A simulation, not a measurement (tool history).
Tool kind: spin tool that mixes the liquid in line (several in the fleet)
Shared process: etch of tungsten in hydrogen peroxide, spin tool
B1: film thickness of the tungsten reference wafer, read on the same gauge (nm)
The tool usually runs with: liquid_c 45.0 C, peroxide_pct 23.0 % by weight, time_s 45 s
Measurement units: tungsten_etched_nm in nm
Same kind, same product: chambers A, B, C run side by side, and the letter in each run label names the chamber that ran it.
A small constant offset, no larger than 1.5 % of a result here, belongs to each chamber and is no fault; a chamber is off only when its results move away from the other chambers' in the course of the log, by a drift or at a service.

{"run": "1A", "day": 0.279, "liquid_c": 45.0, "peroxide_pct": 23.0, "time_s": 45, "B1": 149.99, "tungsten_etched_nm": 42.43}
{"run": "2B", "day": 0.621, "liquid_c": 45.0, "peroxide_pct": 23.0, "time_s": 45, "B1": 149.99, "tungsten_etched_nm": 41.853}
{"run": "3C", "day": 1.067, "liquid_c": 45.0, "peroxide_pct": 23.0, "time_s": 45, "B1": 150.01, "tungsten_etched_nm": 42.821}
{"run": "4C", "day": 1.312, "liquid_c": 45.0, "peroxide_pct": 23.0, "time_s": 45, "B1": 150.01, "tungsten_etched_nm": 43.285}
{"run": "5B", "day": 1.567, "liquid_c": 45.0, "peroxide_pct": 23.0, "time_s": 45, "B1": 150.02, "tungsten_etched_nm": 41.847}
{"run": "6A", "day": 1.896, "liquid_c": 45.0, "peroxide_pct": 23.0, "time_s": 45, "B1": 149.99, "tungsten_etched_nm": 43.484}
{"run": "7A", "day": 2.146, "liquid_c": 45.0, "peroxide_pct": 23.0, "time_s": 45, "B1": 150.01, "tungsten_etched_nm": 43.144}
{"run": "8C", "day": 2.517, "liquid_c": 45.0, "peroxide_pct": 25.5, "time_s": 45, "B1": 149.97, "tungsten_etched_nm": 45.021}
{"run": "9B", "day": 2.992, "liquid_c": 45.0, "peroxide_pct": 25.5, "time_s": 45, "B1": 150.0, "tungsten_etched_nm": 44.183}
{"day": 3.021, "done": "chamber A: new drum of peroxide connected"}
{"run": "10C", "day": 3.362, "liquid_c": 45.0, "peroxide_pct": 25.5, "time_s": 45, "B1": 149.99, "tungsten_etched_nm": 45.283}
{"run": "11B", "day": 3.792, "liquid_c": 45.0, "peroxide_pct": 23.0, "time_s": 45, "B1": 150.02, "tungsten_etched_nm": 42.296}
{"run": "12A", "day": 4.179, "liquid_c": 45.0, "peroxide_pct": 23.0, "time_s": 45, "B1": 150.0, "tungsten_etched_nm": 43.126}
{"run": "13A", "day": 4.483, "liquid_c": 45.0, "peroxide_pct": 23.0, "time_s": 45, "B1": 150.0, "tungsten_etched_nm": 43.169}
{"run": "14C", "day": 4.717, "liquid_c": 45.0, "peroxide_pct": 23.0, "time_s": 45, "B1": 150.0, "tungsten_etched_nm": 43.48}
{"run": "15B", "day": 5.067, "liquid_c": 45.0, "peroxide_pct": 23.0, "time_s": 45, "B1": 149.99, "tungsten_etched_nm": 42.622}
{"run": "16C", "day": 5.525, "liquid_c": 49.5, "peroxide_pct": 23.0, "time_s": 45, "B1": 149.99, "tungsten_etched_nm": 56.937}
{"run": "17A", "day": 5.762, "liquid_c": 49.5, "peroxide_pct": 23.0, "time_s": 45, "B1": 150.0, "tungsten_etched_nm": 58.366}
{"run": "18B", "day": 6.104, "liquid_c": 49.5, "peroxide_pct": 23.0, "time_s": 45, "B1": 150.01, "tungsten_etched_nm": 56.302}
{"run": "19A", "day": 6.583, "liquid_c": 45.0, "peroxide_pct": 23.0, "time_s": 55, "B1": 149.97, "tungsten_etched_nm": 55.112}
{"run": "20C", "day": 6.842, "liquid_c": 45.0, "peroxide_pct": 23.0, "time_s": 55, "B1": 150.0, "tungsten_etched_nm": 52.323}
{"run": "21B", "day": 7.212, "liquid_c": 45.0, "peroxide_pct": 23.0, "time_s": 55, "B1": 150.0, "tungsten_etched_nm": 51.845}
{"run": "22B", "day": 7.725, "liquid_c": 45.0, "peroxide_pct": 23.0, "time_s": 45, "B1": 149.99, "tungsten_etched_nm": 42.423}

Next, every chamber runs the same settings. What will each give?
{"run": "23A", "day": 8.096, "liquid_c": 50.5, "peroxide_pct": 23.0, "time_s": 45, "tungsten_etched_nm": "?"}
{"run": "23B", "day": 8.096, "liquid_c": 50.5, "peroxide_pct": 23.0, "time_s": 45, "tungsten_etched_nm": "?"}
{"run": "23C", "day": 8.096, "liquid_c": 50.5, "peroxide_pct": 23.0, "time_s": 45, "tungsten_etched_nm": "?"}

run=23A tungsten_etched_nm=63.629
run=23B tungsten_etched_nm=59.222
run=23C tungsten_etched_nm=60.171
